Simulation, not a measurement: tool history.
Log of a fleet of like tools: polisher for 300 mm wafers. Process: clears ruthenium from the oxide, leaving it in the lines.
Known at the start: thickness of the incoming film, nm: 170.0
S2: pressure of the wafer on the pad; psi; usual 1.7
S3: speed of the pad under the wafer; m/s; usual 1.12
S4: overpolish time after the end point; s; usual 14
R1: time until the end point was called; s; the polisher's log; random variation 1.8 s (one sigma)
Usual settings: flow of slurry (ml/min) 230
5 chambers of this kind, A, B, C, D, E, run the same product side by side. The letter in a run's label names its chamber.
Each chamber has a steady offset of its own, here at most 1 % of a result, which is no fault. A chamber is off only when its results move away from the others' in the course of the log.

Run 1D, day 0.204: usual settings. Result: R1 180.07 s.
Run 2A, day 0.654: usual settings. Result: R1 184.04 s.
At day 1.108: chamber E: head pressure recalibrated.
Run 3B, day 1.117: usual settings. Result: R1 180.10 s.
Run 4C, day 1.462: usual settings. Result: R1 184.49 s.
At day 1.562: chamber D: worn pad replaced by a new one.
Run 5E, day 1.804: usual settings. Result: R1 182.26 s.
Run 6A, day 2.012: usual settings. Result: R1 182.25 s.
At day 2.067: chamber B: worn pad replaced by a new one.
Run 7C, day 2.408: usual settings but flow of slurry (ml/min) 255, S2 2.1 psi. Result: R1 146.08 s.
At day 2.588: chamber C: worn pad replaced by a new one.
Run 8B, day 2.617: usual settings but flow of slurry (ml/min) 255, S2 2.1 psi. Result: R1 146.31 s.
Run 9D, day 2.962: usual settings but flow of slurry (ml/min) 255, S2 2.1 psi. Result: R1 144.89 s.
Run 10E, day 3.171: usual settings but flow of slurry (ml/min) 255, S2 2.1 psi. Result: R1 145.71 s.
Run 11E, day 3.504: usual settings but flow of slurry (ml/min) 255, S2 2.1 psi. Result: R1 146.94 s.
At day 3.796: chamber C: head pressure recalibrated.
Run 12A, day 3.883: usual settings. Result: R1 181.07 s.
Run 13D, day 4.308: usual settings. Result: R1 180.82 s.
At day 4.404: chamber B: slurry nozzle cleaned.
Run 14C, day 4.596: usual settings. Result: R1 195.62 s.
Run 15B, day 5.038: usual settings. Result: R1 178.89 s.
Run 16D, day 5.417: usual settings. Result: R1 180.64 s.
Run 17A, day 5.808: usual settings. Result: R1 183.49 s.
Run 18E, day 6.125: usual settings. Result: R1 183.50 s.
At day 6.383: chamber E: worn pad replaced by a new one.
Run 19C, day 6.500: usual settings but flow of slurry (ml/min) 160, S3 0.90 m/s. Result: R1 259.96 s.
Run 20B, day 6.754: usual settings but flow of slurry (ml/min) 160, S3 0.90 m/s. Result: R1 234.39 s.
Run 21E, day 6.967: usual settings but flow of slurry (ml/min) 160, S3 0.90 m/s. Result: R1 239.23 s.
Run 22D, day 7.346: usual settings but flow of slurry (ml/min) 160, S3 0.90 m/s. Result: R1 241.09 s.
At day 7.379: chamber A: worn pad replaced by a new one.
Run 23B, day 7.617: usual settings but flow of slurry (ml/min) 160, S3 0.90 m/s. Result: R1 235.49 s.
Run 24C, day 8.012: usual settings. Result: R1 196.87 s.
At day 8.075: chamber C: worn pad replaced by a new one.
At day 8.183: chamber D: slurry nozzle cleaned.
Run 25A, day 8.279: usual settings. Result: R1 182.48 s.
Run 26D, day 8.621: usual settings. Result: R1 180.32 s.
At day 8.767: chamber B: worn pad replaced by a new one.
Run 27C, day 9.088: usual settings. Result: R1 196.50 s.
Run 28B, day 9.304: usual settings. Result: R1 181.43 s.
At day 9.588: chamber C: slurry nozzle cleaned.
Run 29E, day 9.625: usual settings. Result: R1 184.42 s.
Run 30A, day 10.067: usual settings. Result: R1 184.40 s.
Run 31E, day 10.483: usual settings. Result: R1 182.49 s.
Run 32B, day 10.696: usual settings. Result: R1 182.66 s.
Run 33C, day 11.171: usual settings. Result: R1 197.41 s.
Run 34A, day 11.642: usual settings. Result: R1 181.70 s.

All 5 chambers run these settings next. Forecast each chamber's results:
Run 35A, day 11.983: usual settings but S2 2.2 psi. Result: R1 ?.
Run 35B, day 11.983: usual settings but S2 2.2 psi. Result: R1 ?.
Run 35C, day 11.983: usual settings but S2 2.2 psi. Result: R1 ?.
Run 35D, day 11.983: usual settings but S2 2.2 psi. Result: R1 ?.
Run 35E, day 11.983: usual settings but S2 2.2 psi. Result: R1 ?.

run      R1
35A  139.69
35B  139.88
35C  149.82
35D  138.70
35E  142.94
